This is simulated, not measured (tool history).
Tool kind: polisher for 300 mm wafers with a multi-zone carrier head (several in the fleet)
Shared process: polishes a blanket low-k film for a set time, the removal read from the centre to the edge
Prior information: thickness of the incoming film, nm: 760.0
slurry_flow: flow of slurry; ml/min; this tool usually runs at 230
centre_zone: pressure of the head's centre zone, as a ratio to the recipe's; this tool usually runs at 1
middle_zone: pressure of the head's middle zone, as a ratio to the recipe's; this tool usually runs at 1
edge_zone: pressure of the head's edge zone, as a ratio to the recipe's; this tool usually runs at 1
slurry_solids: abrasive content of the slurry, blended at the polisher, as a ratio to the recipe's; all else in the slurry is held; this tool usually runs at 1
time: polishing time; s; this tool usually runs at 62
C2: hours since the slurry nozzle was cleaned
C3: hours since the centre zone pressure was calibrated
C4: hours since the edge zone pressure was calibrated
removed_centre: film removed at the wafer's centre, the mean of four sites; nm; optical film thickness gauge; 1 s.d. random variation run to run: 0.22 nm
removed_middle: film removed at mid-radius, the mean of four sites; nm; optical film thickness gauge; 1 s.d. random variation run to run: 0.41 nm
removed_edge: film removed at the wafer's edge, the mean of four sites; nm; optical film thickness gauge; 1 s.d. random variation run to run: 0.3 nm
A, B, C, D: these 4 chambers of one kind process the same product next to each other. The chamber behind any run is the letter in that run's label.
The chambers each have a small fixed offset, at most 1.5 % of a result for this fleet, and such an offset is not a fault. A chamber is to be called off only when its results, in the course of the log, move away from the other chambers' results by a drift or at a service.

-- hour=8.2 chamber C: worn pad replaced by a new one
run 1D hour=12.3 | slurry_flow=230 centre_zone=1 middle_zone=1 edge_zone=1 slurry_solids=1 time=62 | wafers_polished_on_this_pad=696 C2=133.3 C3=52.6 C4=324.8 | removed_centre=32.627 removed_middle=32.457 removed_edge=32.035
run 2B hour=20.1 | slurry_flow=230 centre_zone=1 middle_zone=1 edge_zone=1 slurry_solids=1 time=62 | wafers_polished_on_this_pad=296 C2=149.6 C3=374 C4=333.4 | removed_centre=32.67 removed_middle=31.806 removed_edge=32.357
run 3C hour=28.8 | slurry_flow=230 centre_zone=1 middle_zone=1 edge_zone=1 slurry_solids=1 time=62 | wafers_polished_on_this_pad=290 C2=149.6 C3=777.4 C4=1058.3 | removed_centre=32.154 removed_middle=32.318 removed_edge=32.648
-- hour=33.9 chamber D: worn pad replaced by a new one
run 4A hour=41.3 | slurry_flow=230 centre_zone=1 middle_zone=1 edge_zone=1 slurry_solids=1 time=62 | wafers_polished_on_this_pad=710 C2=194.2 C3=382.1 C4=730.3 | removed_centre=32.478 removed_middle=32.172 removed_edge=32.825
run 5D hour=47.9 | slurry_flow=285 centre_zone=1 middle_zone=1 edge_zone=1 slurry_solids=1 time=69 | wafers_polished_on_this_pad=198 C2=168.9 C3=88.2 C4=360.4 | removed_centre=37.125 removed_middle=37.346 removed_edge=36.536
-- hour=51.2 chamber B: worn pad replaced by a new one
-- hour=52.3 chamber A: worn pad replaced by a new one
run 6A hour=55.4 | slurry_flow=285 centre_zone=1 middle_zone=1 edge_zone=1 slurry_solids=1 time=69 | wafers_polished_on_this_pad=44 C2=208.3 C3=396.2 C4=744.4 | removed_centre=37.229 removed_middle=36.823 removed_edge=36.728
-- hour=57.4 chamber C: worn pad replaced by a new one
run 7C hour=63.1 | slurry_flow=285 centre_zone=1 middle_zone=1 edge_zone=1 slurry_solids=1 time=69 | wafers_polished_on_this_pad=81 C2=183.9 C3=811.7 C4=1092.6 | removed_centre=37.264 removed_middle=37.318 removed_edge=36.858
run 8B hour=76.6 | slurry_flow=285 centre_zone=1 middle_zone=1 edge_zone=1 slurry_solids=1 time=69 | wafers_polished_on_this_pad=358 C2=206.1 C3=430.5 C4=389.9 | removed_centre=37.333 removed_middle=36.816 removed_edge=37.696
run 9A hour=85.5 | slurry_flow=230 centre_zone=1 middle_zone=1 edge_zone=1 slurry_solids=1 time=62 | wafers_polished_on_this_pad=467 C2=238.4 C3=426.3 C4=774.5 | removed_centre=32.208 removed_middle=32.513 removed_edge=32.8
-- hour=94.3 chamber D: worn pad replaced by a new one
run 10C hour=98.6 | slurry_flow=230 centre_zone=1 middle_zone=1 edge_zone=1 slurry_solids=1 time=62 | wafers_polished_on_this_pad=581 C2=219.4 C3=847.2 C4=1128.1 | removed_centre=32.65 removed_middle=32.711 removed_edge=32.527
-- hour=102.1 chamber B: worn pad replaced by a new one
-- hour=102.3 chamber C: worn pad replaced by a new one
run 11D hour=105.8 | slurry_flow=230 centre_zone=1 middle_zone=1 edge_zone=1 slurry_solids=1 time=62 | wafers_polished_on_this_pad=163 C2=226.8 C3=146.1 C4=418.3 | removed_centre=31.919 removed_middle=32.098 removed_edge=32.046
-- hour=114.2 chamber A: worn pad replaced by a new one
run 12B hour=116.3 | slurry_flow=230 centre_zone=1 middle_zone=1 edge_zone=0.92 slurry_solids=1 time=62 | wafers_polished_on_this_pad=200 C2=245.8 C3=470.2 C4=429.6 | removed_centre=32.714 removed_middle=32.159 removed_edge=31.059
run 13C hour=123.2 | slurry_flow=230 centre_zone=1 middle_zone=1 edge_zone=0.92 slurry_solids=1 time=62 | wafers_polished_on_this_pad=294 C2=244 C3=871.8 C4=1152.7 | removed_centre=32.502 removed_middle=32.179 removed_edge=31.271
run 14B hour=129.7 | slurry_flow=230 centre_zone=1 middle_zone=1 edge_zone=0.92 slurry_solids=1 time=62 | wafers_polished_on_this_pad=388 C2=259.2 C3=483.6 C4=443 | removed_centre=32.805 removed_middle=31.727 removed_edge=31.199
-- hour=140.8 chamber D: edge zone pressure recalibrated
run 15A hour=142.7 | slurry_flow=230 centre_zone=1 middle_zone=1 edge_zone=0.92 slurry_solids=1 time=62 | wafers_polished_on_this_pad=402 C2=295.6 C3=483.5 C4=831.7 | removed_centre=32.559 removed_middle=32.776 removed_edge=30.63
-- hour=150.7 chamber D: worn pad replaced by a new one
-- hour=150.9 chamber A: centre zone pressure recalibrated
run 16D hour=151.5 | slurry_flow=230 centre_zone=1 middle_zone=1 edge_zone=1 slurry_solids=1 time=62 | wafers_polished_on_this_pad=12 C2=272.5 C3=191.8 C4=10.7 | removed_centre=32.468 removed_middle=32.278 removed_edge=32.633
-- hour=156.2 chamber C: worn pad replaced by a new one
-- hour=157.9 chamber B: worn pad replaced by a new one
run 17B hour=159.2 | slurry_flow=230 centre_zone=1 middle_zone=1 edge_zone=1 slurry_solids=1 time=62 | wafers_polished_on_this_pad=19 C2=288.7 C3=513.1 C4=472.5 | removed_centre=32.674 removed_middle=31.91 removed_edge=32.191
run 18D hour=165.6 | slurry_flow=230 centre_zone=1 middle_zone=1 edge_zone=1 slurry_solids=1 time=62 | wafers_polished_on_this_pad=211 C2=286.6 C3=205.9 C4=24.8 | removed_centre=32.615 removed_middle=32.74 removed_edge=32.001
run 19A hour=178.8 | slurry_flow=230 centre_zone=1 middle_zone=1 edge_zone=1 slurry_solids=1 time=62 | wafers_polished_on_this_pad=910 C2=331.7 C3=28 C4=867.8 | removed_centre=32.198 removed_middle=33.151 removed_edge=32.524
-- hour=186.6 chamber A: worn pad replaced by a new one
run 20C hour=188.4 | slurry_flow=230 centre_zone=1 middle_zone=1 edge_zone=1 slurry_solids=1 time=62 | wafers_polished_on_this_pad=454 C2=309.2 C3=937 C4=1217.9 | removed_centre=32.256 removed_middle=33.07 removed_edge=32.768
run 21C hour=198.9 | slurry_flow=230 centre_zone=1 middle_zone=1 edge_zone=0.91 slurry_solids=0.75 time=62 | wafers_polished_on_this_pad=601 C2=319.7 C3=947.5 C4=1228.4 | removed_centre=27.722 removed_middle=28.265 removed_edge=26.823
-- hour=209.3 chamber A: slurry nozzle cleaned
run 22A hour=209.3 | slurry_flow=230 centre_zone=1 middle_zone=1 edge_zone=0.91 slurry_solids=0.75 time=62 | wafers_polished_on_this_pad=320 C2=0 C3=58.5 C4=898.3 | removed_centre=28.532 removed_middle=28.281 removed_edge=27.147
-- hour=213.4 chamber B: worn pad replaced by a new one
-- hour=219.7 chamber D: worn pad replaced by a new one
run 23D hour=223.6 | slurry_flow=230 centre_zone=1 middle_zone=1 edge_zone=0.91 slurry_solids=0.75 time=62 | wafers_polished_on_this_pad=55 C2=344.6 C3=263.9 C4=82.8 | removed_centre=28.201 removed_middle=28.387 removed_edge=26.911
run 24B hour=235.8 | slurry_flow=230 centre_zone=1 middle_zone=1 edge_zone=0.91 slurry_solids=0.75 time=62 | wafers_polished_on_this_pad=316 C2=365.3 C3=589.7 C4=549.1 | removed_centre=27.95 removed_middle=27.775 removed_edge=27.623
run 25D hour=242.8 | slurry_flow=230 centre_zone=1 middle_zone=1 edge_zone=1 slurry_solids=1 time=62 | wafers_polished_on_this_pad=325 C2=363.8 C3=283.1 C4=102 | removed_centre=32.456 removed_middle=32.694 removed_edge=31.937
-- hour=249.2 chamber A: worn pad replaced by a new one
run 26A hour=251.3 | slurry_flow=230 centre_zone=1 middle_zone=1 edge_zone=1 slurry_solids=1 time=62 | wafers_polished_on_this_pad=30 C2=42 C3=100.5 C4=940.3 | removed_centre=32.818 removed_middle=32.246 removed_edge=32.467
run 27B hour=259 | slurry_flow=230 centre_zone=1 middle_zone=1 edge_zone=1 slurry_solids=1 time=62 | wafers_polished_on_this_pad=643 C2=388.5 C3=612.9 C4=572.3 | removed_centre=32.724 removed_middle=32.193 removed_edge=32.927

All 4 chambers run these settings next. Forecast each chamber's results:
run 28A hour=269.6 | slurry_flow=230 centre_zone=1 middle_zone=1 edge_zone=1 slurry_solids=1 time=62 | removed_centre=? removed_middle=? removed_edge=?
run 28B hour=269.6 | slurry_flow=230 centre_zone=1 middle_zone=1 edge_zone=1 slurry_solids=1 time=62 | removed_centre=? removed_middle=? removed_edge=?
run 28C hour=269.6 | slurry_flow=230 centre_zone=1 middle_zone=1 edge_zone=1 slurry_solids=1 time=62 | removed_centre=? removed_middle=? removed_edge=?
run 28D hour=269.6 | slurry_flow=230 centre_zone=1 middle_zone=1 edge_zone=1 slurry_solids=1 time=62 | removed_centre=? removed_middle=? removed_edge=?

run=28A removed_centre=32.6 removed_middle=32.703 removed_edge=32.467
run=28B removed_centre=32.183 removed_middle=32.913 removed_edge=32.48
run=28C removed_centre=32.352 removed_middle=31.921 removed_edge=32.934
run=28D removed_centre=32.03 removed_middle=32.48 removed_edge=32.125
